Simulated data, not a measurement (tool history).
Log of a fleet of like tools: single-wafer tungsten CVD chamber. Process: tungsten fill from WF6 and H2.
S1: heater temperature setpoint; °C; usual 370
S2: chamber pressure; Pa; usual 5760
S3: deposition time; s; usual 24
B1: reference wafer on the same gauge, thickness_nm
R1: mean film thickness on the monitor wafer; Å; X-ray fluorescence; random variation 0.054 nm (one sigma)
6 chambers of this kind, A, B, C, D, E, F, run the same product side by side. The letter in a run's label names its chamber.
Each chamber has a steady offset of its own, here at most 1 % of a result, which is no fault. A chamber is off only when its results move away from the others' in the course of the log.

{"run": "1A", "hour": 13.7, "S1": 370, "S2": 5760, "S3": 24, "B1": 37.702, "R1": 457.91}
{"run": "2B", "hour": 27.4, "S1": 370, "S2": 5760, "S3": 24, "B1": 37.704, "R1": 455.35}
{"run": "3C", "hour": 38.5, "S1": 370, "S2": 5760, "S3": 24, "B1": 37.722, "R1": 457.61}
{"run": "4D", "hour": 47.7, "S1": 370, "S2": 5760, "S3": 24, "B1": 37.723, "R1": 459.57}
{"run": "5E", "hour": 60.4, "S1": 370, "S2": 5760, "S3": 24, "B1": 37.72, "R1": 459.1}
{"run": "6F", "hour": 71.9, "S1": 370, "S2": 4853, "S3": 24, "B1": 37.726, "R1": 418.87}
{"run": "7D", "hour": 80.5, "S1": 370, "S2": 4853, "S3": 24, "B1": 37.721, "R1": 425.22}
{"run": "8C", "hour": 94.5, "S1": 370, "S2": 4853, "S3": 24, "B1": 37.726, "R1": 422.05}
{"run": "9F", "hour": 105.6, "S1": 370, "S2": 4853, "S3": 24, "B1": 37.741, "R1": 419.07}
{"run": "10B", "hour": 115.4, "S1": 370, "S2": 4853, "S3": 24, "B1": 37.741, "R1": 421.37}
{"run": "11A", "hour": 129.6, "S1": 370, "S2": 4853, "S3": 24, "B1": 37.753, "R1": 424.23}
{"run": "12E", "hour": 139.4, "S1": 363, "S2": 4906, "S3": 24, "B1": 37.745, "R1": 365.56}
{"run": "13A", "hour": 146.9, "S1": 363, "S2": 4906, "S3": 24, "B1": 37.766, "R1": 366.98}
{"run": "14C", "hour": 154.7, "S1": 363, "S2": 4906, "S3": 24, "B1": 37.762, "R1": 364.83}
{"run": "15B", "hour": 169.9, "S1": 363, "S2": 4906, "S3": 24, "B1": 37.756, "R1": 364.83}
{"hour": 170.9, "done": "chamber B: capacitance manometer re-zeroed and calibrated"}
{"run": "16D", "hour": 178.6, "S1": 363, "S2": 4906, "S3": 24, "B1": 37.757, "R1": 367}
{"run": "17F", "hour": 194.4, "S1": 363, "S2": 4906, "S3": 24, "B1": 37.776, "R1": 361.69}
{"run": "18E", "hour": 202.8, "S1": 370, "S2": 5760, "S3": 24, "B1": 37.788, "R1": 458.94}
{"run": "19A", "hour": 211.0, "S1": 370, "S2": 6213, "S3": 25.6, "B1": 37.78, "R1": 507.54}
{"run": "20F", "hour": 225.8, "S1": 370, "S2": 6213, "S3": 25.6, "B1": 37.789, "R1": 502.85}
{"run": "21B", "hour": 237.4, "S1": 370, "S2": 6213, "S3": 25.6, "B1": 37.783, "R1": 503.75}
{"run": "22E", "hour": 245.5, "S1": 370, "S2": 6213, "S3": 25.6, "B1": 37.79, "R1": 508.11}
{"run": "23C", "hour": 259.3, "S1": 370, "S2": 6213, "S3": 25.6, "B1": 37.803, "R1": 505.57}
{"run": "24D", "hour": 271.1, "S1": 370, "S2": 6213, "S3": 25.6, "B1": 37.803, "R1": 508.57}
{"run": "25F", "hour": 281.4, "S1": 358, "S2": 5760, "S3": 24, "B1": 37.803, "R1": 349.72}
{"run": "26E", "hour": 289.8, "S1": 358, "S2": 5760, "S3": 24, "B1": 37.818, "R1": 352.85}
{"run": "27D", "hour": 302.2, "S1": 358, "S2": 5760, "S3": 24, "B1": 37.822, "R1": 354.51}
{"run": "28C", "hour": 315.6, "S1": 358, "S2": 5760, "S3": 24, "B1": 37.813, "R1": 353.44}
{"run": "29B", "hour": 326.5, "S1": 358, "S2": 5760, "S3": 24, "B1": 37.828, "R1": 352.59}
{"run": "30A", "hour": 342.3, "S1": 358, "S2": 5760, "S3": 24, "B1": 37.825, "R1": 354.79}
{"run": "31E", "hour": 357.5, "S1": 370, "S2": 5760, "S3": 24, "B1": 37.831, "R1": 460.88}
{"run": "32F", "hour": 371.1, "S1": 370, "S2": 5760, "S3": 24, "B1": 37.834, "R1": 455.93}
{"run": "33B", "hour": 383.4, "S1": 370, "S2": 5760, "S3": 24, "B1": 37.851, "R1": 457.51}
{"hour": 397.8, "done": "chamber B: thermocouple changed; heater temperature recalibrated"}
{"run": "34A", "hour": 399.1, "S1": 370, "S2": 5760, "S3": 24, "B1": 37.856, "R1": 459.59}
{"run": "35D", "hour": 408.9, "S1": 370, "S2": 5760, "S3": 24, "B1": 37.843, "R1": 461.53}
{"run": "36C", "hour": 418.7, "S1": 370, "S2": 5760, "S3": 24, "B1": 37.862, "R1": 458.5}
{"run": "37D", "hour": 429.6, "S1": 370, "S2": 5760, "S3": 24, "B1": 37.859, "R1": 460.76}
{"run": "38F", "hour": 443.8, "S1": 370, "S2": 4880, "S3": 24, "B1": 37.87, "R1": 422.55}
{"run": "39A", "hour": 452.7, "S1": 370, "S2": 4880, "S3": 24, "B1": 37.877, "R1": 426.03}
{"run": "40B", "hour": 465.0, "S1": 370, "S2": 4880, "S3": 24, "B1": 37.877, "R1": 423.82}

What goes on in this fleet: one chamber off, a drifting gauge, or nothing beyond the chambers' own small offsets? Name the chamber and the cause, if any.

The gauge drifts, so all chambers seem to drift together. No chamber is off.
Cause: gauge reads high (%) = 0.481.
